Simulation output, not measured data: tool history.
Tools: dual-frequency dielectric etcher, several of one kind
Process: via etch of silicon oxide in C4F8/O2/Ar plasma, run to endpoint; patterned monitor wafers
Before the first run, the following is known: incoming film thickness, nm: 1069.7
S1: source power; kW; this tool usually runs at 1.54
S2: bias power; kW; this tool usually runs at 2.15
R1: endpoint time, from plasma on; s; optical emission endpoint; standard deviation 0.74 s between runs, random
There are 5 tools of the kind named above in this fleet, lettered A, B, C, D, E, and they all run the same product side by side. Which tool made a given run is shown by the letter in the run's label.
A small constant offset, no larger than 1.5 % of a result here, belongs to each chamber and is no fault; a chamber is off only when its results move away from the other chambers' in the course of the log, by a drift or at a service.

run	hour	S1	S2	R1
# hour 9: chamber C: wet clean of the chamber
1B	9.9	1.54	2.15	230.37
2A	18	1.54	2.15	230.02
3D	26.4	1.54	2.15	226.94
4E	35.2	1.54	2.15	229.97
5C	48.1	1.54	2.15	230.6
6B	56.4	1.54	2.15	228.74
7A	72.2	1.54	2.15	231.15
8C	81.7	1.54	2.15	230.02
9E	95.8	1.88	1.852	221.4
10D	105.1	1.88	1.852	217.72
# hour 109.9: chamber B: wet clean of the chamber
11B	117.3	1.88	1.852	216.3
# hour 123.7: chamber E: wet clean of the chamber
12E	130.3	1.88	1.852	221.4
13A	142.5	1.88	1.852	221.41
14C	158.6	1.54	2.15	230.87
15D	174.3	1.54	2.15	227.32
16A	181.5	1.54	2.15	230.77
17D	190.7	1.54	2.15	226.31
18C	197.9	1.91	2.638	198.63
19B	205	1.91	2.638	195.1
20E	218.5	1.91	2.638	199.41
21B	225.7	1.91	2.638	195.02
# hour 227.6: chamber D: bias power generator calibrated
22E	238.2	1.91	2.638	198.78
23D	246.8	1.54	2.15	226.43
24A	260	1.54	2.15	230.85
25C	273.8	1.54	2.15	229.3
26A	287.6	1.54	2.15	230.17
27E	297.3	1.54	2.15	229.28
28D	308.2	1.54	2.15	226.72
29C	323.4	1.37	2.319	235.89
# hour 329.9: chamber C: bias power generator calibrated
30B	338.3	1.37	2.319	230.58
31A	350.7	1.37	2.319	236.58
32C	358.8	1.37	2.319	234.98

Each of the 5 chambers runs these same settings next. Fill in every chamber's results:
33A	370.3	1.54	1.72	?
33B	370.3	1.54	1.72	?
33C	370.3	1.54	1.72	?
33D	370.3	1.54	1.72	?
33E	370.3	1.54	1.72	?

run	R1
33A	246.74
33B	240.72
33C	243.71
33D	241.97
33E	245.11
